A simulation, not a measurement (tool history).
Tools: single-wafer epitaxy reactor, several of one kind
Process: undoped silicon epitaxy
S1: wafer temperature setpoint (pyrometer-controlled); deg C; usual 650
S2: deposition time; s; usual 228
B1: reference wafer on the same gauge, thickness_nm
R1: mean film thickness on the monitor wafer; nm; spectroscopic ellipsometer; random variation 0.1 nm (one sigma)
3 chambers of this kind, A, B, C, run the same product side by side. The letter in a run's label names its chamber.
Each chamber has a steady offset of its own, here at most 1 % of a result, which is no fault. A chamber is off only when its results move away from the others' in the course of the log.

Run 1B, hour 10.9: usual settings; B1 40.108. Result: R1 38.367 nm.
Run 2C, hour 22.1: usual settings; B1 40.11. Result: R1 38.51 nm.
Run 3A, hour 35.1: usual settings; B1 40.118. Result: R1 38.343 nm.
Run 4A, hour 43.7: usual settings; B1 40.108. Result: R1 38.265 nm.
Run 5B, hour 52.4: usual settings; B1 40.111. Result: R1 38.365 nm.
Run 6C, hour 61.8: usual settings; B1 40.114. Result: R1 38.646 nm.
Run 7A, hour 71.2: usual settings; B1 40.129. Result: R1 38.377 nm.
Run 8B, hour 82.6: usual settings; B1 40.09. Result: R1 38.472 nm.
Run 9C, hour 91.7: usual settings; B1 40.079. Result: R1 38.519 nm.
Run 10B, hour 103.4: usual settings; B1 40.097. Result: R1 38.482 nm.
Run 11A, hour 109.6: usual settings; B1 40.112. Result: R1 38.303 nm.
Run 12C, hour 116.7: usual settings; B1 40.059. Result: R1 38.684 nm.
Run 13B, hour 126.4: usual settings; B1 40.079. Result: R1 38.561 nm.
Run 14A, hour 136.3: usual settings; B1 40.068. Result: R1 38.262 nm.
Run 15C, hour 143.6: usual settings; B1 40.107. Result: R1 38.682 nm.
Run 16C, hour 155.6: usual settings; B1 40.101. Result: R1 38.729 nm.
Run 17B, hour 165.3: usual settings; B1 40.125. Result: R1 38.479 nm.
Run 18A, hour 171.7: usual settings but S1 636 deg C, S2 269 s; B1 40.13. Result: R1 33.17 nm.
Run 19A, hour 182.4: usual settings but S1 636 deg C, S2 269 s; B1 40.094. Result: R1 33.001 nm.
Run 20B, hour 188.1: usual settings but S1 636 deg C, S2 269 s; B1 40.106. Result: R1 33.087 nm.
Run 21C, hour 198: usual settings but S1 657 deg C, S2 270 s; B1 40.064. Result: R1 53.246 nm.
Run 22C, hour 206.4: usual settings but S1 657 deg C, S2 270 s; B1 40.095. Result: R1 53.211 nm.
Run 23B, hour 216.5: usual settings but S1 657 deg C, S2 270 s; B1 40.074. Result: R1 53.04 nm.
Run 24A, hour 224.8: usual settings; B1 40.088. Result: R1 38.269 nm.
Run 25B, hour 237.4: usual settings; B1 40.089. Result: R1 38.337 nm.
At hour 238.9: chamber B: pyrometer calibrated.
Run 26A, hour 244.9: usual settings; B1 40.099. Result: R1 38.357 nm.
Run 27C, hour 254.7: usual settings but S1 639 deg C, S2 270 s; B1 40.128. Result: R1 35.672 nm.
Run 28B, hour 263.8: usual settings but S1 639 deg C, S2 270 s; B1 40.124. Result: R1 34.65 nm.
Run 29A, hour 272.9: usual settings but S1 639 deg C, S2 270 s; B1 40.097. Result: R1 35.463 nm.
Run 30C, hour 280.6: usual settings; B1 40.082. Result: R1 38.725 nm.
Run 31B, hour 292: usual settings; B1 40.085. Result: R1 37.621 nm.
Run 32A, hour 300.7: usual settings but S1 638 deg C, S2 262 s; B1 40.124. Result: R1 33.575 nm.
Run 33C, hour 310.5: usual settings but S1 638 deg C, S2 262 s; B1 40.101. Result: R1 33.792 nm.
Run 34C, hour 320.2: usual settings but S1 638 deg C, S2 262 s; B1 40.127. Result: R1 33.956 nm.
Run 35B, hour 327.1: usual settings but S1 658 deg C, S2 261 s; B1 40.072. Result: R1 51.285 nm.
Run 36A, hour 339.4: usual settings but S1 658 deg C, S2 261 s; B1 40.115. Result: R1 52.295 nm.
Run 37A, hour 350.5: usual settings but S1 658 deg C, S2 261 s; B1 40.107. Result: R1 52.301 nm.
Run 38B, hour 356.4: usual settings; B1 40.082. Result: R1 37.531 nm.
Run 39C, hour 368.7: usual settings; B1 40.082. Result: R1 38.716 nm.
Run 40C, hour 376.1: usual settings; B1 40.106. Result: R1 38.607 nm.
Run 41B, hour 388.4: usual settings; B1 40.1. Result: R1 37.571 nm.
Run 42A, hour 398.6: usual settings but S1 635 deg C, S2 268 s; B1 40.102. Result: R1 32.287 nm.
Run 43B, hour 409.1: usual settings but S1 635 deg C, S2 268 s; B1 40.089. Result: R1 31.428 nm.
Run 44A, hour 418.2: usual settings but S1 635 deg C, S2 268 s; B1 40.08. Result: R1 32.148 nm.

Is one chamber off against the others, does the gauge drift, or is nothing wrong? If a chamber is off, say which, and what the likeliest cause is.

A service left chamber B off against the others.
Cause: wafer temperature below the value expected at the setpoint (K) = 0.984.

Here are 4 candidates for chamber B's next run, each the usual settings with a change, their results left as question marks. Which one brings its results back in line with what the others give on the usual settings?
In line means no further than this from the other chambers' mean on the usual settings: R1 0.37 nm
Run 45B-1, hour 427.5: usual settings but S2 233 s. Result: R1 ?.
Run 45B-2, hour 427.5: usual settings but S2 227 s. Result: R1 ?.
Run 45B-3, hour 427.5: usual settings but S2 229 s. Result: R1 ?.
Run 45B-4, hour 427.5: usual settings but S1 649 deg C. Result: R1 ?.

The other chambers' mean on the usual settings: R1 38.462 nm
  run      R1
45B-1  38.459
45B-2  37.468
45B-3  37.798
45B-4  36.808
45B-1 brings the chamber back in line.
